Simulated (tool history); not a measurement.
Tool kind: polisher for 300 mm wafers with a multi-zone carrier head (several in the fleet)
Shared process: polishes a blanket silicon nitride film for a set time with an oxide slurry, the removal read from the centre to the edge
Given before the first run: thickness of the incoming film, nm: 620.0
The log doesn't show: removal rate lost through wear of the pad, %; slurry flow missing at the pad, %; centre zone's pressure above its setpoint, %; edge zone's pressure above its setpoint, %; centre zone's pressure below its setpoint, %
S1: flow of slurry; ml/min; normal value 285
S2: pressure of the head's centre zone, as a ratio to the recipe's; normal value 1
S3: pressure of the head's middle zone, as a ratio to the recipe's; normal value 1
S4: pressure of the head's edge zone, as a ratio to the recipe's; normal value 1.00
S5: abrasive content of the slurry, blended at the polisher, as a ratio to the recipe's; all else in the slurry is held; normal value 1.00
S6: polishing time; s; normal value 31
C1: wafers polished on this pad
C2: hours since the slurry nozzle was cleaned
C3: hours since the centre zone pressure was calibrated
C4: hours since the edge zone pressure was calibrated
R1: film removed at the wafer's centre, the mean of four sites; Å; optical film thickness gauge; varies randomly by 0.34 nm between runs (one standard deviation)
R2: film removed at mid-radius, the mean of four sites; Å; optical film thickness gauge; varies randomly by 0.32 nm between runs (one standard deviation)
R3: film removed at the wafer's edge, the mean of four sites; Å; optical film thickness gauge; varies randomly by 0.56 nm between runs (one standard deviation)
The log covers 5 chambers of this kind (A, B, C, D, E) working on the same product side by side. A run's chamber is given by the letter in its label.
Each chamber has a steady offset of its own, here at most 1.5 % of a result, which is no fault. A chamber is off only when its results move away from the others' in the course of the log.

| run | hour | S1 | S2 | S3 | S4 | S5 | S6 | C1 | C2 | C3 | C4 | R1 | R2 | R3 |
|---|---|---|---|---|---|---|---|---|---|---|---|---|---|---|
| 1A | 6.0 | 285 | 1 | 1 | 1.00 | 1.00 | 31 | 786 | 334.9 | 102.1 | 369.8 | 417.87 | 412.39 | 426.91 |
|  | 7.3 | chamber A: slurry nozzle cleaned |
|  | 11.6 | chamber D: centre zone pressure recalibrated |
|  | 16.3 | chamber A: worn pad replaced by a new one |
| 2E | 17.9 | 285 | 1 | 1 | 1.00 | 1.00 | 31 | 633 | 209.9 | 255.6 | 278.0 | 417.03 | 417.76 | 418.44 |
| 3B | 25.0 | 285 | 1 | 1 | 1.00 | 1.00 | 31 | 720 | 329.2 | 973.0 | 510.5 | 414.97 | 422.49 | 406.13 |
|  | 28.5 | chamber D: worn pad replaced by a new one |
|  | 30.6 | chamber B: edge zone pressure recalibrated |
|  | 32.9 | chamber C: worn pad replaced by a new one |
|  | 35.0 | chamber E: worn pad replaced by a new one |
| 4D | 36.2 | 285 | 1 | 1 | 1.00 | 1.00 | 31 | 85 | 97.6 | 24.7 | 73.1 | 423.63 | 418.95 | 419.38 |
|  | 36.5 | chamber B: worn pad replaced by a new one |
|  | 39.9 | chamber B: centre zone pressure recalibrated |
| 5C | 47.2 | 285 | 1 | 1 | 1.00 | 1.00 | 31 | 157 | 669.3 | 550.9 | 924.8 | 416.75 | 421.07 | 423.25 |
| 6A | 56.7 | 285 | 1 | 1 | 1.00 | 1.00 | 31 | 443 | 49.5 | 152.8 | 420.5 | 424.79 | 411.69 | 432.66 |
| 7D | 63.7 | 285 | 1 | 1 | 1.00 | 1.00 | 31 | 386 | 125.1 | 52.2 | 100.6 | 416.16 | 419.13 | 421.96 |
| 8B | 75.3 | 285 | 1 | 1 | 1.00 | 1.00 | 31 | 425 | 379.5 | 35.5 | 44.8 | 417.28 | 422.07 | 411.32 |
| 9E | 83.2 | 285 | 1 | 1 | 1.00 | 1.00 | 31 | 529 | 275.2 | 320.9 | 343.3 | 417.60 | 419.71 | 414.82 |
| 10C | 91.5 | 285 | 1 | 1 | 1.00 | 1.00 | 31 | 642 | 713.6 | 595.2 | 969.1 | 422.21 | 414.62 | 429.81 |
|  | 94.6 | chamber E: worn pad replaced by a new one |
|  | 95.2 | chamber E: centre zone pressure recalibrated |
|  | 96.4 | chamber A: worn pad replaced by a new one |
|  | 98.6 | chamber B: worn pad replaced by a new one |
| 11E | 100.0 | 285 | 1 | 1 | 1.00 | 1.00 | 31 | 59 | 292.0 | 4.9 | 360.1 | 426.54 | 416.76 | 412.94 |
| 12B | 106.8 | 285 | 1 | 1 | 1.00 | 1.00 | 31 | 90 | 411.0 | 67.0 | 76.3 | 413.80 | 419.59 | 425.15 |
|  | 112.2 | chamber B: slurry nozzle cleaned |
|  | 114.4 | chamber C: worn pad replaced by a new one |
|  | 115.1 | chamber D: worn pad replaced by a new one |
| 13C | 119.3 | 285 | 1 | 1 | 1.00 | 1.00 | 31 | 53 | 741.4 | 623.0 | 996.9 | 418.12 | 413.98 | 431.94 |
| 14A | 126.2 | 285 | 1 | 1 | 1.00 | 1.00 | 31 | 327 | 119.0 | 222.3 | 490.0 | 414.99 | 425.40 | 418.32 |
| 15D | 132.2 | 285 | 1 | 1 | 1.00 | 1.00 | 31 | 188 | 193.6 | 120.7 | 169.1 | 420.79 | 420.34 | 425.82 |
| 16D | 138.7 | 285 | 1 | 1 | 1.00 | 1.00 | 31 | 259 | 200.1 | 127.2 | 175.6 | 419.98 | 421.43 | 419.26 |
| 17A | 147.8 | 285 | 1 | 1 | 1.00 | 1.00 | 31 | 564 | 140.6 | 243.9 | 511.6 | 418.31 | 411.33 | 423.62 |
| 18E | 154.7 | 345 | 1 | 1 | 1.00 | 1.00 | 31 | 659 | 346.7 | 59.6 | 414.8 | 430.94 | 421.81 | 424.37 |
| 19B | 166.8 | 345 | 1 | 1 | 1.00 | 1.00 | 31 | 748 | 54.7 | 127.0 | 136.3 | 419.77 | 435.28 | 427.86 |
|  | 169.1 | chamber E: worn pad replaced by a new one |
|  | 169.5 | chamber B: worn pad replaced by a new one |
| 20C | 177.2 | 345 | 1 | 1 | 1.00 | 1.00 | 31 | 688 | 799.3 | 680.9 | 1054.8 | 425.56 | 421.03 | 428.68 |
|  | 177.9 | chamber C: worn pad replaced by a new one |
|  | 187.1 | chamber A: worn pad replaced by a new one |
| 21E | 189.7 | 345 | 1 | 1 | 1.00 | 1.00 | 31 | 226 | 381.7 | 94.6 | 449.8 | 433.55 | 430.92 | 433.89 |
|  | 194.4 | chamber C: slurry nozzle cleaned |
|  | 198.3 | chamber C: centre zone pressure recalibrated |
| 22C | 200.8 | 345 | 1 | 1 | 1.00 | 1.00 | 31 | 251 | 6.4 | 2.5 | 1078.4 | 409.56 | 424.71 | 424.54 |
| 23A | 207.5 | 285 | 1 | 1 | 1.00 | 1.00 | 31 | 224 | 200.3 | 303.6 | 571.3 | 423.74 | 417.76 | 428.72 |
| 24D | 219.2 | 285 | 1 | 1 | 1.00 | 1.00 | 31 | 1142 | 280.6 | 207.7 | 256.1 | 423.31 | 417.79 | 424.35 |
|  | 222.9 | chamber D: worn pad replaced by a new one |
| 25B | 225.2 | 285 | 1 | 1 | 1.00 | 1.00 | 31 | 611 | 113.1 | 185.4 | 194.7 | 414.44 | 420.48 | 421.70 |
|  | 233.9 | chamber E: worn pad replaced by a new one |
| 26B | 235.4 | 285 | 1 | 1 | 1.00 | 1.00 | 31 | 723 | 123.3 | 195.6 | 204.9 | 418.66 | 418.57 | 414.18 |
|  | 241.1 | chamber C: worn pad replaced by a new one |
|  | 245.1 | chamber B: worn pad replaced by a new one |
| 27A | 245.8 | 285 | 1 | 1 | 1.00 | 1.00 | 31 | 644 | 238.6 | 341.9 | 609.6 | 420.30 | 415.70 | 425.92 |
| 28E | 251.6 | 285 | 1 | 1 | 1.00 | 1.00 | 31 | 194 | 443.6 | 156.5 | 511.7 | 423.76 | 418.05 | 420.29 |
| 29C | 262.7 | 285 | 1 | 1 | 1.00 | 1.00 | 31 | 237 | 68.3 | 64.4 | 1140.3 | 396.83 | 422.65 | 427.08 |
|  | 268.1 | chamber A: worn pad replaced by a new one |
|  | 270.7 | chamber A: slurry nozzle cleaned |
| 30D | 274.8 | 285 | 1 | 1 | 1.00 | 1.00 | 31 | 570 | 336.2 | 263.3 | 311.7 | 415.17 | 417.23 | 419.86 |
| 31E | 281.4 | 285 | 1 | 1 | 0.94 | 1.25 | 31 | 520 | 473.4 | 186.3 | 541.5 | 458.61 | 464.85 | 443.66 |
| 32B | 289.4 | 285 | 1 | 1 | 0.94 | 1.25 | 31 | 486 | 177.3 | 249.6 | 258.9 | 460.77 | 467.22 | 440.64 |
| 33D | 300.9 | 285 | 1 | 1 | 0.94 | 1.25 | 31 | 856 | 362.3 | 289.4 | 337.8 | 470.35 | 465.59 | 452.75 |
| 34C | 308.9 | 285 | 1 | 1 | 0.94 | 1.25 | 31 | 743 | 114.5 | 110.6 | 1186.5 | 440.57 | 455.14 | 452.37 |
|  | 311.4 | chamber C: worn pad replaced by a new one |
|  | 311.4 | chamber D: edge zone pressure recalibrated |
|  | 311.6 | chamber D: worn pad replaced by a new one |
| 35A | 314.9 | 285 | 1 | 1 | 0.94 | 1.25 | 31 | 514 | 44.2 | 411.0 | 678.7 | 454.65 | 465.82 | 455.41 |
|  | 318.5 | chamber B: worn pad replaced by a new one |
| 36C | 326.2 | 285 | 1 | 1 | 1.00 | 1.00 | 31 | 162 | 131.8 | 127.9 | 1203.8 | 397.84 | 410.92 | 430.37 |
| 37D | 334.8 | 285 | 1 | 1 | 1.00 | 1.00 | 31 | 254 | 396.2 | 323.3 | 23.5 | 414.06 | 409.39 | 423.13 |
| 38A | 343.8 | 285 | 1 | 1 | 1.00 | 1.00 | 31 | 831 | 73.1 | 439.9 | 707.6 | 421.66 | 416.33 | 413.11 |
| 39B | 349.6 | 285 | 1 | 1 | 1.00 | 1.00 | 31 | 341 | 237.5 | 309.8 | 319.1 | 420.88 | 424.77 | 421.94 |

One chamber off, gauge drift, or nothing amiss beyond the chambers' own small offsets? If it is a chamber, which one, and what is the likeliest cause?

After it was serviced, chamber C no longer matches the other chambers.
Most likely cause: centre zone's pressure below its setpoint, % = 4.31.

Below are 4 candidate recipes for chamber C's next run, each the usual settings with a change, their results shown as question marks. Which of them brings C's results back in line with what the other chambers give on the usual settings?
Counts as in line when no further than this from what the other chambers average on the usual settings: R1 12.00 Å; R2 11.00 Å; R3 20.00 Å
| 40C-1 | 358.7 | 290 | 1.04 | 1.00 | 0.98 | 1.00 | 31 |  |  |  |  | ? | ? | ? |
| 40C-2 | 358.7 | 290 | 1.09 | 1.01 | 0.96 | 1.00 | 31 |  |  |  |  | ? | ? | ? |
| 40C-3 | 358.7 | 280 | 0.96 | 1.00 | 1.02 | 1.00 | 31 |  |  |  |  | ? | ? | ? |
| 40C-4 | 358.7 | 280 | 0.92 | 0.99 | 1.04 | 1.00 | 31 |  |  |  |  | ? | ? | ? |

Average result of the remaining chambers running the usual settings: R1 420.35 Å; R2 419.15 Å; R3 419.07 Å
| run | R1 | R2 | R3 |
|---|---|---|---|
| 40C-1 | 418.41 | 417.50 | 414.26 |
| 40C-2 | 440.78 | 421.18 | 409.85 |
| 40C-3 | 381.15 | 416.15 | 421.79 |
| 40C-4 | 363.33 | 412.46 | 426.17 |
With 40C-1, the chamber falls back in line with the rest.
